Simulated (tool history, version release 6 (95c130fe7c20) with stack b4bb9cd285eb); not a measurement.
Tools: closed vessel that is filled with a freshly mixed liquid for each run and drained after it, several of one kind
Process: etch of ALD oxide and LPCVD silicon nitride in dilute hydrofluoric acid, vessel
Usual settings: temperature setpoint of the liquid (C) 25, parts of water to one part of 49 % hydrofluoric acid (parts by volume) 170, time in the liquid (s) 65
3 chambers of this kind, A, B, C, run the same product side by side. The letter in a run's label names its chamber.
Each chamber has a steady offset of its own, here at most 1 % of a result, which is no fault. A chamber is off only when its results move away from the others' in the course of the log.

run,hour,temperature setpoint of the liquid (C),parts of water to one part of 49 % hydrofluoric acid (parts by volume),time in the liquid (s),hours since the thermometer was replaced,hours since the hydrofluoric acid flow meter was replaced,"read-back film thickness of the ALD oxide reference wafer, read on the same gauge (nm)","read-back film thickness of the LPCVD silicon nitride reference wafer, read on the same gauge (nm)",thickness taken off the ALD oxide on a monitor wafer (nm),thickness taken off the LPCVD silicon nitride on a monitor wafer (nm)
1C,2.3,25,170,65,1634.6,1081.8,29.982,50.004,8.1614,0.19976
2A,5.8,25,170,65,129.1,327.6,30.028,50.01,8.2276,0.16747
3B,10.1,25,170,65,703.3,383.1,29.989,50.031,8.2854,0.21698
4A,14.1,25,170,65,137.4,335.9,29.983,50.041,8.2025,0.20528
5C,17.9,25,170,65,1650.2,1097.4,29.988,49.991,8.1959,0.1656
6B,21.4,25,170,65,714.6,394.4,30.006,50.057,8.2805,0.16329
7C,24,20.5,170,95,1656.3,1103.5,30.001,50.039,10.056,0.22369
8A,27.8,20.5,170,95,151.1,349.6,29.993,49.988,10.073,0.20108
9B,31.6,20.5,170,95,724.8,404.6,29.986,49.988,10.129,0.19364
10A,34,25,170,65,157.3,355.8,29.997,49.987,8.2119,0.19519
11B,38.7,28.5,170,65,731.9,411.7,29.996,49.995,9.4332,0.2526
12C,42.9,28.5,170,65,1675.2,1122.4,30.008,50.002,9.2976,0.22447
13A,47.7,28.5,170,65,171,369.5,29.991,50.003,9.344,0.20567
14B,52.1,25,170,65,745.3,425.1,29.99,50.021,8.3112,0.17109
15C,57.5,25,170,65,1689.8,1137,29.977,49.997,8.1687,0.18744
16A,60.1,25,170,65,183.4,381.9,30.009,49.992,8.1949,0.1704
17B,65.2,25,170,65,758.4,438.2,30.024,50.012,8.2961,0.19557
18C,68.5,27,170,35,1700.8,1148,29.973,49.968,4.7113,0.12863
19C,71.9,27,170,35,1704.2,1151.4,30.004,49.998,4.7518,0.1029
20A,75.1,27,170,35,198.4,396.9,30.002,49.978,4.7856,0.14331

Is one chamber off against the others, does the gauge drift, or is nothing wrong? If a chamber is off, say which, and what the likeliest cause is.

No chamber stands off beyond its own small offset, and the gauge holds steady.
